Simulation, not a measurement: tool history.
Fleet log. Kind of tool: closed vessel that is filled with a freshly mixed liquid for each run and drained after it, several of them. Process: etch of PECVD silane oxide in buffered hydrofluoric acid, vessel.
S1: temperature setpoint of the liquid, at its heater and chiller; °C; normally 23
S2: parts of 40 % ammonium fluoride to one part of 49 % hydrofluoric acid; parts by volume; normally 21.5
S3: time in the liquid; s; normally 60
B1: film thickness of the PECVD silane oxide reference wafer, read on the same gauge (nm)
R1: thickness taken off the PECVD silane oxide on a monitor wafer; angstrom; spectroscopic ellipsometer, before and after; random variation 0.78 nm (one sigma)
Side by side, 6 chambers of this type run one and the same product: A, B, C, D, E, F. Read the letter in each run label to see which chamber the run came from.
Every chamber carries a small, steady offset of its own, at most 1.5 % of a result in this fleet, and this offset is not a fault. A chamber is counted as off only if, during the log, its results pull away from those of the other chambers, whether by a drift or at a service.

| run | day | S1 | S2 | S3 | B1 | R1 |
|---|---|---|---|---|---|---|
|  | 0.088 | chamber A: thermometer replaced |
| 1F | 0.362 | 23 | 21.5 | 60 | 49.992 | 1121.8 |
| 2B | 0.792 | 23 | 21.5 | 60 | 49.985 | 1107.1 |
|  | 1.092 | chamber F: thermometer replaced |
| 3D | 1.188 | 23 | 21.5 | 60 | 50.002 | 1104.8 |
| 4A | 1.454 | 23 | 21.5 | 60 | 49.982 | 1099.4 |
| 5E | 1.762 | 23 | 21.5 | 60 | 50.008 | 1109.3 |
| 6C | 1.967 | 23 | 21.5 | 60 | 50.036 | 1076.2 |
| 7C | 2.271 | 23 | 21.5 | 60 | 50.002 | 1100.5 |
| 8A | 2.692 | 23 | 21.5 | 60 | 49.981 | 1101.9 |
| 9E | 2.938 | 23 | 21.5 | 60 | 49.989 | 1101.6 |
| 10F | 3.158 | 23 | 21.5 | 60 | 50.012 | 1133.2 |
| 11B | 3.6 | 23 | 21.5 | 50 | 50.043 | 912.18 |
| 12D | 3.921 | 23 | 21.5 | 50 | 49.987 | 921.73 |
|  | 4.042 | chamber C: hydrofluoric acid flow meter replaced |
| 13F | 4.262 | 23 | 21.5 | 50 | 50.027 | 948.86 |
| 14B | 4.483 | 23 | 21.5 | 50 | 49.983 | 927.38 |
| 15C | 4.783 | 23 | 21.5 | 50 | 50.005 | 921.18 |
| 16A | 5.192 | 23 | 21.5 | 50 | 50.021 | 916.49 |
|  | 5.233 | chamber D: hydrofluoric acid flow meter replaced |
| 17E | 5.425 | 23 | 21.5 | 60 | 49.967 | 1107.4 |
| 18D | 5.808 | 23 | 21.5 | 60 | 49.959 | 1078.2 |
| 19C | 6.242 | 23 | 13.5 | 90 | 50.038 | 2540.2 |
| 20B | 6.658 | 23 | 13.5 | 90 | 49.968 | 2575.9 |
| 21E | 7.083 | 23 | 13.5 | 90 | 50.013 | 2550.4 |
| 22D | 7.5 | 23 | 13.5 | 90 | 49.976 | 2492.3 |
| 23F | 7.721 | 23 | 13.5 | 90 | 49.977 | 2643.4 |
| 24A | 8.154 | 23 | 13.5 | 90 | 50.025 | 2533.6 |
| 25E | 8.483 | 25 | 29.5 | 60 | 50.002 | 989.99 |
| 26A | 8.917 | 25 | 29.5 | 60 | 49.984 | 989.91 |
| 27D | 9.388 | 25 | 29.5 | 60 | 50.034 | 937.36 |
| 28F | 9.833 | 25 | 29.5 | 60 | 49.996 | 1012.8 |
| 29C | 10.146 | 25 | 29.5 | 60 | 50.038 | 999.76 |
|  | 10.354 | chamber E: hydrofluoric acid flow meter replaced |
| 30B | 10.608 | 25 | 29.5 | 60 | 49.982 | 1006.5 |
| 31A | 11 | 23 | 21.5 | 60 | 50.012 | 1109.4 |
|  | 11.246 | chamber F: hydrofluoric acid flow meter replaced |
| 32F | 11.288 | 23 | 29.5 | 75 | 50.016 | 1103.4 |
| 33D | 11.675 | 23 | 29.5 | 75 | 49.981 | 1020.2 |
| 34C | 11.883 | 23 | 29.5 | 75 | 49.991 | 1099.7 |
| 35E | 12.208 | 23 | 29.5 | 75 | 50.001 | 1111.3 |
| 36B | 12.65 | 23 | 29.5 | 75 | 50.001 | 1113.3 |
| 37D | 13.062 | 23 | 29.5 | 75 | 49.971 | 1009 |
| 38A | 13.354 | 23 | 21.5 | 60 | 49.999 | 1097.7 |
| 39C | 13.567 | 23 | 21.5 | 60 | 50.02 | 1107.4 |
| 40E | 13.796 | 23 | 21.5 | 60 | 50.014 | 1093.5 |
| 41F | 14.242 | 23 | 21.5 | 60 | 50.023 | 1110.5 |
| 42B | 14.45 | 23 | 21.5 | 60 | 50.004 | 1119 |

Predict what each chamber gives when all 6 of them run the settings below next.
| 43A | 14.788 | 21.5 | 21.5 | 60 |  | ? |
| 43B | 14.788 | 21.5 | 21.5 | 60 |  | ? |
| 43C | 14.788 | 21.5 | 21.5 | 60 |  | ? |
| 43D | 14.788 | 21.5 | 21.5 | 60 |  | ? |
| 43E | 14.788 | 21.5 | 21.5 | 60 |  | ? |
| 43F | 14.788 | 21.5 | 21.5 | 60 |  | ? |

| run | R1 |
|---|---|
| 43A | 1028.4 |
| 43B | 1022.8 |
| 43C | 1013.1 |
| 43D | 909.93 |
| 43E | 1014.1 |
| 43F | 1027.1 |

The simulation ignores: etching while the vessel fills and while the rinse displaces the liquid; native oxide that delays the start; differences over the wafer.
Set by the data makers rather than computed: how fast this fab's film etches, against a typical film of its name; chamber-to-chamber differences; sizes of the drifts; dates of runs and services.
